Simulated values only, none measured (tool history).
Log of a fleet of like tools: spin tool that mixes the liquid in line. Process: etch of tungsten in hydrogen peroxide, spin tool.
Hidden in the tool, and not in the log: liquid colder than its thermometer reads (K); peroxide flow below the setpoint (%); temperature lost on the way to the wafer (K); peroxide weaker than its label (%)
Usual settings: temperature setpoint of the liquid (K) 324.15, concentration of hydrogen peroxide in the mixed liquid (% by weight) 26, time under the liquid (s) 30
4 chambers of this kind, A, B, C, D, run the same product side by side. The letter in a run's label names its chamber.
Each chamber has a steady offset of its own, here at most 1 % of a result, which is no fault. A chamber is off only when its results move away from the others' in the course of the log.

| run | day | temperature setpoint of the liquid (K) | concentration of hydrogen peroxide in the mixed liquid (% by weight) | time under the liquid (s) | hours since the thermometer was replaced | hours since the peroxide flow meter was replaced | hours since the heated supply line was repaired | hours since the drum of peroxide was connected | read-back film thickness of the tungsten reference wafer, read on the same gauge (nm) | thickness taken off the tungsten on a monitor wafer (angstrom) |
|---|---|---|---|---|---|---|---|---|---|---|
| 1C | 0.158 | 324.15 | 26 | 30 | 1697.4 | 1545.3 | 745.3 | 109.8 | 99.956 | 1001.1 |
| 2B | 0.421 | 324.15 | 26 | 30 | 202.2 | 616.5 | 1792.4 | 110.3 | 100.02 | 1013.9 |
| 3A | 0.675 | 324.15 | 26 | 30 | 664.7 | 217.4 | 42.5 | 458.1 | 100.01 | 1019.8 |
| 4D | 0.875 | 324.15 | 26 | 30 | 101 | 631.5 | 988.5 | 108.3 | 99.986 | 1023.8 |
| 5A | 1.004 | 324.15 | 26 | 30 | 672.6 | 225.3 | 50.4 | 466 | 99.99 | 1029.7 |
| 6B | 1.25 | 324.15 | 26 | 30 | 222.1 | 636.4 | 1812.3 | 130.2 | 99.999 | 1006.1 |
| 7C | 1.4 | 324.15 | 26 | 30 | 1727.2 | 1575.1 | 775.1 | 139.6 | 100.05 | 1021.6 |
| 8D | 1.608 | 324.15 | 26 | 30 | 118.6 | 649.1 | 1006.1 | 125.9 | 100.03 | 1004.8 |
| 9C | 1.867 | 324.15 | 26 | 30 | 1738.4 | 1586.3 | 786.3 | 150.8 | 99.977 | 1014.9 |
| 10B | 2.1 | 324.15 | 26 | 30 | 242.5 | 656.8 | 1832.7 | 150.6 | 99.964 | 1013.2 |
| 11D | 2.35 | 324.15 | 26 | 30 | 136.4 | 666.9 | 1023.9 | 143.7 | 100.06 | 1020.1 |
| 12A | 2.538 | 314.65 | 26 | 50 | 709.4 | 262.1 | 87.2 | 502.8 | 99.986 | 939.26 |
| 13C | 2.662 | 314.65 | 26 | 50 | 1757.5 | 1605.4 | 805.4 | 169.9 | 99.985 | 911.33 |
| 14A | 2.804 | 314.65 | 26 | 50 | 715.8 | 268.5 | 93.6 | 509.2 | 100.07 | 943.05 |
|  | 2.821 | chamber B: heated supply line repaired |
| 15D | 2.95 | 314.65 | 26 | 50 | 150.8 | 681.3 | 1038.3 | 158.1 | 100.02 | 946.43 |
| 16B | 3.2 | 324.15 | 26 | 30 | 268.9 | 683.2 | 9.1 | 177 | 100.01 | 1018.6 |
| 17C | 3.446 | 330.65 | 26 | 30 | 1776.3 | 1624.2 | 824.2 | 188.7 | 100.01 | 1456.1 |
| 18D | 3.588 | 330.65 | 26 | 30 | 166.1 | 696.6 | 1053.6 | 173.4 | 99.975 | 1506.8 |
| 19B | 3.804 | 330.65 | 26 | 30 | 283.4 | 697.7 | 23.6 | 191.5 | 100.01 | 1484.4 |
| 20A | 3.95 | 330.65 | 26 | 30 | 743.3 | 296 | 121.1 | 536.7 | 100.01 | 1506.9 |
| 21B | 4.104 | 324.15 | 26 | 30 | 290.6 | 704.9 | 30.8 | 198.7 | 99.965 | 1024.6 |
| 22C | 4.225 | 333.65 | 26 | 30 | 1795 | 1642.9 | 842.9 | 207.4 | 99.993 | 1716.3 |
| 23A | 4.408 | 333.65 | 26 | 30 | 754.3 | 307 | 132.1 | 547.7 | 100.05 | 1802 |
| 24D | 4.575 | 333.65 | 26 | 30 | 189.8 | 720.3 | 1077.3 | 197.1 | 100.01 | 1786.1 |
| 25A | 4.829 | 333.65 | 26 | 30 | 764.4 | 317.1 | 142.2 | 557.8 | 99.959 | 1830.3 |

All 4 chambers run these settings next. Forecast each chamber's results:
| 26A | 5.021 | 330.65 | 26 | 30 |  |  |  |  |  | ? |
| 26B | 5.021 | 330.65 | 26 | 30 |  |  |  |  |  | ? |
| 26C | 5.021 | 330.65 | 26 | 30 |  |  |  |  |  | ? |
| 26D | 5.021 | 330.65 | 26 | 30 |  |  |  |  |  | ? |

| run | thickness taken off the tungsten on a monitor wafer (angstrom) |
|---|---|
| 26A | 1505.4 |
| 26B | 1481.1 |
| 26C | 1424.9 |
| 26D | 1518.2 |
